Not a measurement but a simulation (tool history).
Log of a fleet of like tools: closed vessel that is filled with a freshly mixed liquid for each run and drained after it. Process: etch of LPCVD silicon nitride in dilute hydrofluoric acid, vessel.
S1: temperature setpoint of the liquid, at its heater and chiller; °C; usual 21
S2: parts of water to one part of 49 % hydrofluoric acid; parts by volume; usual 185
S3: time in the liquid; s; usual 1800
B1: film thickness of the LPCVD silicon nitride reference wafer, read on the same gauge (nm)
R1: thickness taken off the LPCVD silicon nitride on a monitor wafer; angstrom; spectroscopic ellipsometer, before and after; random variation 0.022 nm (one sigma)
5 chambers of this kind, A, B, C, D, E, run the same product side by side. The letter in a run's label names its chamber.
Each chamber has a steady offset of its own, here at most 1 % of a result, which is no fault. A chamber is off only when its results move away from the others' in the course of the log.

{"run": "1D", "hour": 4.4, "S1": 21, "S2": 185, "S3": 1800, "B1": 89.961, "R1": 42.673}
{"run": "2B", "hour": 9.8, "S1": 21, "S2": 185, "S3": 1800, "B1": 90.006, "R1": 41.588}
{"run": "3C", "hour": 17.6, "S1": 21, "S2": 185, "S3": 1800, "B1": 89.996, "R1": 41.571}
{"run": "4A", "hour": 22.7, "S1": 21, "S2": 185, "S3": 1800, "B1": 89.977, "R1": 41.436}
{"run": "5E", "hour": 27.3, "S1": 24, "S2": 185, "S3": 980, "B1": 89.985, "R1": 27.639}
{"run": "6B", "hour": 32.6, "S1": 24, "S2": 185, "S3": 980, "B1": 89.994, "R1": 27.627}
{"run": "7C", "hour": 41.2, "S1": 24, "S2": 185, "S3": 980, "B1": 89.985, "R1": 27.693}
{"run": "8E", "hour": 48.5, "S1": 24, "S2": 185, "S3": 980, "B1": 89.998, "R1": 27.579}
{"run": "9D", "hour": 56.3, "S1": 24, "S2": 185, "S3": 980, "B1": 89.977, "R1": 27.766}
{"run": "10A", "hour": 61.3, "S1": 24, "S2": 185, "S3": 1800, "B1": 90.0, "R1": 50.424}
{"run": "11A", "hour": 68.0, "S1": 24, "S2": 185, "S3": 1800, "B1": 90.0, "R1": 50.684}
{"run": "12B", "hour": 76.0, "S1": 24, "S2": 185, "S3": 1800, "B1": 89.981, "R1": 50.852}
{"run": "13E", "hour": 81.9, "S1": 24, "S2": 185, "S3": 1800, "B1": 89.985, "R1": 50.977}
{"run": "14D", "hour": 87.3, "S1": 24, "S2": 185, "S3": 1800, "B1": 89.979, "R1": 50.858}
{"run": "15C", "hour": 94.2, "S1": 21, "S2": 185, "S3": 1800, "B1": 90.022, "R1": 42.277}
{"run": "16D", "hour": 101.7, "S1": 21, "S2": 185, "S3": 1800, "B1": 89.992, "R1": 42.146}
{"run": "17E", "hour": 107.6, "S1": 21, "S2": 185, "S3": 1800, "B1": 89.991, "R1": 41.95}
{"run": "18B", "hour": 112.0, "S1": 21, "S2": 185, "S3": 1800, "B1": 90.0, "R1": 42.028}
{"run": "19C", "hour": 116.8, "S1": 21, "S2": 185, "S3": 1800, "B1": 89.991, "R1": 43.048}
{"run": "20A", "hour": 120.8, "S1": 21, "S2": 185, "S3": 1800, "B1": 89.951, "R1": 41.504}
{"run": "21E", "hour": 129.0, "S1": 21, "S2": 185, "S3": 1800, "B1": 89.98, "R1": 41.931}
{"run": "22B", "hour": 137.2, "S1": 21, "S2": 185, "S3": 1800, "B1": 90.014, "R1": 41.291}
{"run": "23C", "hour": 143.4, "S1": 21, "S2": 185, "S3": 1800, "B1": 89.958, "R1": 43.049}
{"run": "24D", "hour": 148.1, "S1": 21, "S2": 185, "S3": 1800, "B1": 89.996, "R1": 42.082}
{"run": "25A", "hour": 152.3, "S1": 21, "S2": 185, "S3": 1800, "B1": 89.997, "R1": 41.293}
{"run": "26E", "hour": 158.4, "S1": 21, "S2": 185, "S3": 1800, "B1": 90.001, "R1": 41.919}
{"run": "27C", "hour": 163.3, "S1": 21, "S2": 185, "S3": 2820, "B1": 89.997, "R1": 67.757}
{"run": "28D", "hour": 168.4, "S1": 21, "S2": 185, "S3": 2820, "B1": 90.02, "R1": 65.712}
{"run": "29B", "hour": 175.1, "S1": 21, "S2": 185, "S3": 2820, "B1": 90.018, "R1": 65.204}
{"run": "30A", "hour": 182.5, "S1": 21, "S2": 185, "S3": 2820, "B1": 89.945, "R1": 65.327}

What goes on in this fleet: one chamber off, a drifting gauge, or nothing beyond the chambers' own small offsets? Name the chamber and the cause, if any.

Chamber C drifts away from the others.
Cause: liquid hotter than its thermometer reads (K) = 0.691.
The log may not tell that from: hydrofluoric acid flow above the setpoint (%).

Here are 4 candidates for chamber C's next run, each the usual settings with a change, their results left as question marks. Which one brings its results back in line with what the others give on the usual settings?
In line means no further than this from the other chambers' mean on the usual settings: R1 0.760 angstrom
{"run": "31C-1", "hour": 188.9, "S1": 21, "S2": 185, "S3": 1790, "R1": "?"}
{"run": "31C-2", "hour": 188.9, "S1": 21, "S2": 180, "S3": 1840, "R1": "?"}
{"run": "31C-3", "hour": 188.9, "S1": 21, "S2": 190, "S3": 1760, "R1": "?"}
{"run": "31C-4", "hour": 188.9, "S1": 21, "S2": 185, "S3": 1810, "R1": "?"}

The other chambers' mean on the usual settings: R1 41.712 angstrom
run=31C-1 R1=43.275
run=31C-2 R1=45.686
run=31C-3 R1=41.460
run=31C-4 R1=43.759
31C-3 brings the chamber back in line.

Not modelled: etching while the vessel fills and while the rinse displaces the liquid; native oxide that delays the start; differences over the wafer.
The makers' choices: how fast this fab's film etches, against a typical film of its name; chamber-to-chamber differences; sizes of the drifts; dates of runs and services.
